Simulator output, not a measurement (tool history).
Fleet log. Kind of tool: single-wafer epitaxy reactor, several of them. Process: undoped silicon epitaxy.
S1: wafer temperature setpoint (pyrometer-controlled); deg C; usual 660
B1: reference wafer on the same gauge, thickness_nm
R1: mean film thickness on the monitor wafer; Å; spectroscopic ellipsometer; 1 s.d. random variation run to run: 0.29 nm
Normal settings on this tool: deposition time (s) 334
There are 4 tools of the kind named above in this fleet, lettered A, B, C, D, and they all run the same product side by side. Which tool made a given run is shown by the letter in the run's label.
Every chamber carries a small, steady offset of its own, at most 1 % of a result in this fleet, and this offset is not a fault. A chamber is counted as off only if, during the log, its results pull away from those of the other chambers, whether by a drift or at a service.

Run 1B, hour 4.7: usual settings; B1 64.914. Result: R1 697.01 Å.
Run 2C, hour 9.1: usual settings; B1 64.886. Result: R1 693.59 Å.
Run 3A, hour 16.8: usual settings; B1 64.915. Result: R1 699.41 Å.
Run 4D, hour 22.8: usual settings; B1 64.902. Result: R1 694.33 Å.
Run 5C, hour 27.5: usual settings; B1 64.891. Result: R1 687.24 Å.
Run 6A, hour 34.9: usual settings; B1 64.893. Result: R1 701.42 Å.
Run 7B, hour 41.4: usual settings; B1 64.868. Result: R1 693.91 Å.
Run 8D, hour 49.5: usual settings; B1 64.859. Result: R1 701.34 Å.
Run 9C, hour 54.5: usual settings; B1 64.865. Result: R1 688.64 Å.
Run 10A, hour 60.0: usual settings; B1 64.952. Result: R1 702.24 Å.
Run 11B, hour 67.4: usual settings; B1 64.834. Result: R1 693.85 Å.
Run 12D, hour 73.4: usual settings; B1 64.924. Result: R1 700.88 Å.
Run 13B, hour 77.5: usual settings; B1 64.907. Result: R1 689.72 Å.
Run 14D, hour 85.4: usual settings but deposition time (s) 386; B1 64.895. Result: R1 809.83 Å.
At hour 88.0: chamber B: pyrometer calibrated.
Run 15C, hour 93.2: usual settings but deposition time (s) 386; B1 64.968. Result: R1 806.08 Å.
At hour 97.7: chamber D: pyrometer calibrated.
Run 16A, hour 97.7: usual settings but deposition time (s) 386; B1 64.897. Result: R1 808.34 Å.
Run 17A, hour 106.2: usual settings but deposition time (s) 386; B1 64.915. Result: R1 818.73 Å.
Run 18D, hour 114.4: usual settings; B1 64.872. Result: R1 732.54 Å.
Run 19C, hour 119.3: usual settings; B1 64.893. Result: R1 695.46 Å.
Run 20B, hour 126.8: usual settings but deposition time (s) 296; B1 64.880. Result: R1 611.85 Å.
Run 21C, hour 135.0: usual settings but deposition time (s) 296; B1 64.858. Result: R1 614.77 Å.
Run 22D, hour 141.2: usual settings but deposition time (s) 296; B1 64.916. Result: R1 650.34 Å.
Run 23B, hour 148.8: usual settings but deposition time (s) 296; B1 64.939. Result: R1 610.66 Å.
Run 24A, hour 156.9: usual settings; B1 64.934. Result: R1 701.46 Å.
Run 25B, hour 164.4: usual settings; B1 64.941. Result: R1 689.20 Å.
Run 26D, hour 169.4: usual settings; B1 64.994. Result: R1 734.41 Å.
Run 27C, hour 177.8: usual settings; B1 64.887. Result: R1 696.36 Å.
Run 28A, hour 182.1: usual settings; B1 64.971. Result: R1 703.52 Å.
Run 29A, hour 188.2: usual settings; B1 64.871. Result: R1 699.90 Å.
Run 30B, hour 196.7: usual settings but deposition time (s) 357; B1 64.849. Result: R1 737.27 Å.
Run 31D, hour 201.6: usual settings but deposition time (s) 357; B1 64.897. Result: R1 787.48 Å.
Run 32C, hour 207.2: usual settings but deposition time (s) 357; B1 64.944. Result: R1 739.61 Å.
Run 33A, hour 213.4: usual settings but deposition time (s) 357; B1 64.884. Result: R1 754.85 Å.
Run 34B, hour 218.7: usual settings; B1 64.863. Result: R1 688.75 Å.
Run 35D, hour 227.5: usual settings; B1 64.872. Result: R1 733.57 Å.

Which is it: a chamber that has drifted or been left off by a service, a gauge drift common to all chambers, or only each chamber's usual small offset? If a chamber is off, name it and its likeliest cause.

After it was serviced, chamber D no longer matches the other chambers.
Most likely cause: wafer temperature above the value expected at the setpoint (K) = 2.3.

Chamber D could run next with any of the 4 candidate recipes listed below; each alters the usual settings, and their results appear as question marks. Which one brings its results back in line with what the other chambers deliver on the usual settings?
Allowed miss from the other chambers' usual-settings mean, per result, to count as in line: R1 10.00 Å
Run 36D-1, hour 234.0: usual settings but S1 656 deg C, deposition time (s) 324. Result: R1 ?.
Run 36D-2, hour 234.0: usual settings but S1 658 deg C, deposition time (s) 329. Result: R1 ?.
Run 36D-3, hour 234.0: usual settings but deposition time (s) 352. Result: R1 ?.
Run 36D-4, hour 234.0: usual settings but S1 664 deg C, deposition time (s) 345. Result: R1 ?.

Other chambers, usual settings, mean: R1 696.13 Å
  run      R1
36D-1  655.33
36D-2  694.42
36D-3  775.17
36D-4  826.60
The right change is 36D-2: it brings the chamber back within the allowed miss of the others.

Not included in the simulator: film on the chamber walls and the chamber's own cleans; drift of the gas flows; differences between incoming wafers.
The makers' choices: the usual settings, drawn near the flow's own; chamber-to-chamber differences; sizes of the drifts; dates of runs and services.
